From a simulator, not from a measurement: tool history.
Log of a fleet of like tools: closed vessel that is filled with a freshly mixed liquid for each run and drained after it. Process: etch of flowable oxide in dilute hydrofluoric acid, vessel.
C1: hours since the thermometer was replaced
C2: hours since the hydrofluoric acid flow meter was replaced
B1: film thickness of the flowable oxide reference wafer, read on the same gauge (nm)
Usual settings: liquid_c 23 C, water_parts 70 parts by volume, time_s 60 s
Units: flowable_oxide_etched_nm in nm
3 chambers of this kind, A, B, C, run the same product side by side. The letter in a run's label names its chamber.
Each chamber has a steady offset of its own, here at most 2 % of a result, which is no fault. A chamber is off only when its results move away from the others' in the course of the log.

-- hour=0.5 chamber A: hydrofluoric acid flow meter replaced
run 1B hour=11.8 | liquid_c=23 water_parts=70 time_s=60 | C1=1898.3 C2=381.3 | B1=100.05 | flowable_oxide_etched_nm=58.567
run 2A hour=19.8 | liquid_c=23 water_parts=70 time_s=60 | C1=1416.5 C2=19.3 | B1=99.987 | flowable_oxide_etched_nm=59.396
run 3C hour=29.9 | liquid_c=23 water_parts=70 time_s=60 | C1=291.2 C2=278 | B1=100.05 | flowable_oxide_etched_nm=59.556
run 4C hour=41.4 | liquid_c=23 water_parts=70 time_s=60 | C1=302.7 C2=289.5 | B1=100.02 | flowable_oxide_etched_nm=57.962
run 5B hour=48 | liquid_c=23 water_parts=70 time_s=60 | C1=1934.5 C2=417.5 | B1=100.01 | flowable_oxide_etched_nm=58.437
run 6A hour=59.5 | liquid_c=21 water_parts=70 time_s=60 | C1=1456.2 C2=59 | B1=100.03 | flowable_oxide_etched_nm=54.684
run 7A hour=69 | liquid_c=21 water_parts=70 time_s=60 | C1=1465.7 C2=68.5 | B1=99.993 | flowable_oxide_etched_nm=54.521
run 8B hour=74.9 | liquid_c=21 water_parts=70 time_s=60 | C1=1961.4 C2=444.4 | B1=100 | flowable_oxide_etched_nm=53.753
run 9C hour=86.6 | liquid_c=23 water_parts=70 time_s=60 | C1=347.9 C2=334.7 | B1=100.01 | flowable_oxide_etched_nm=59.116
run 10B hour=92.7 | liquid_c=23 water_parts=70 time_s=60 | C1=1979.2 C2=462.2 | B1=100.02 | flowable_oxide_etched_nm=58.349
run 11C hour=102.6 | liquid_c=23 water_parts=70 time_s=60 | C1=363.9 C2=350.7 | B1=100.02 | flowable_oxide_etched_nm=58.737
run 12A hour=109.6 | liquid_c=23 water_parts=70 time_s=60 | C1=1506.3 C2=109.1 | B1=100.01 | flowable_oxide_etched_nm=58.545
run 13A hour=115.1 | liquid_c=23 water_parts=70 time_s=60 | C1=1511.8 C2=114.6 | B1=100.03 | flowable_oxide_etched_nm=59.754
run 14C hour=125.1 | liquid_c=23 water_parts=70 time_s=60 | C1=386.4 C2=373.2 | B1=100.02 | flowable_oxide_etched_nm=58.523
run 15B hour=134.7 | liquid_c=23 water_parts=70 time_s=75 | C1=2021.2 C2=504.2 | B1=100.02 | flowable_oxide_etched_nm=72.679
run 16A hour=141.6 | liquid_c=23 water_parts=70 time_s=75 | C1=1538.3 C2=141.1 | B1=100.04 | flowable_oxide_etched_nm=74.361
run 17C hour=153 | liquid_c=23 water_parts=70 time_s=75 | C1=414.3 C2=401.1 | B1=99.985 | flowable_oxide_etched_nm=72.136
run 18B hour=161 | liquid_c=23 water_parts=70 time_s=60 | C1=2047.5 C2=530.5 | B1=99.966 | flowable_oxide_etched_nm=58.691
run 19B hour=168.8 | liquid_c=23 water_parts=70 time_s=60 | C1=2055.3 C2=538.3 | B1=99.989 | flowable_oxide_etched_nm=58.058
run 20A hour=176.5 | liquid_c=23 water_parts=70 time_s=60 | C1=1573.2 C2=176 | B1=100.01 | flowable_oxide_etched_nm=59.604
run 21C hour=183 | liquid_c=23 water_parts=70 time_s=60 | C1=444.3 C2=431.1 | B1=100.06 | flowable_oxide_etched_nm=57.171
run 22C hour=189.7 | liquid_c=23 water_parts=70 time_s=60 | C1=451 C2=437.8 | B1=99.999 | flowable_oxide_etched_nm=57.417
run 23B hour=200.8 | liquid_c=23 water_parts=70 time_s=60 | C1=2087.3 C2=570.3 | B1=99.997 | flowable_oxide_etched_nm=59.104
run 24A hour=207.7 | liquid_c=23 water_parts=70 time_s=60 | C1=1604.4 C2=207.2 | B1=100.04 | flowable_oxide_etched_nm=59.971
run 25A hour=218.7 | liquid_c=23 water_parts=70 time_s=60 | C1=1615.4 C2=218.2 | B1=100.01 | flowable_oxide_etched_nm=60.228
run 26B hour=226.8 | liquid_c=23 water_parts=70 time_s=60 | C1=2113.3 C2=596.3 | B1=100 | flowable_oxide_etched_nm=59.074
run 27C hour=237.1 | liquid_c=23 water_parts=70 time_s=60 | C1=498.4 C2=485.2 | B1=99.995 | flowable_oxide_etched_nm=56.137
run 28A hour=248.8 | liquid_c=23 water_parts=70 time_s=60 | C1=1645.5 C2=248.3 | B1=99.964 | flowable_oxide_etched_nm=60.349

All 3 chambers run these settings next. Forecast each chamber's results:
run 29A hour=257.4 | liquid_c=23 water_parts=70 time_s=60 | flowable_oxide_etched_nm=?
run 29B hour=257.4 | liquid_c=23 water_parts=70 time_s=60 | flowable_oxide_etched_nm=?
run 29C hour=257.4 | liquid_c=23 water_parts=70 time_s=60 | flowable_oxide_etched_nm=?

run=29A flowable_oxide_etched_nm=60.345
run=29B flowable_oxide_etched_nm=57.885
run=29C flowable_oxide_etched_nm=55.137

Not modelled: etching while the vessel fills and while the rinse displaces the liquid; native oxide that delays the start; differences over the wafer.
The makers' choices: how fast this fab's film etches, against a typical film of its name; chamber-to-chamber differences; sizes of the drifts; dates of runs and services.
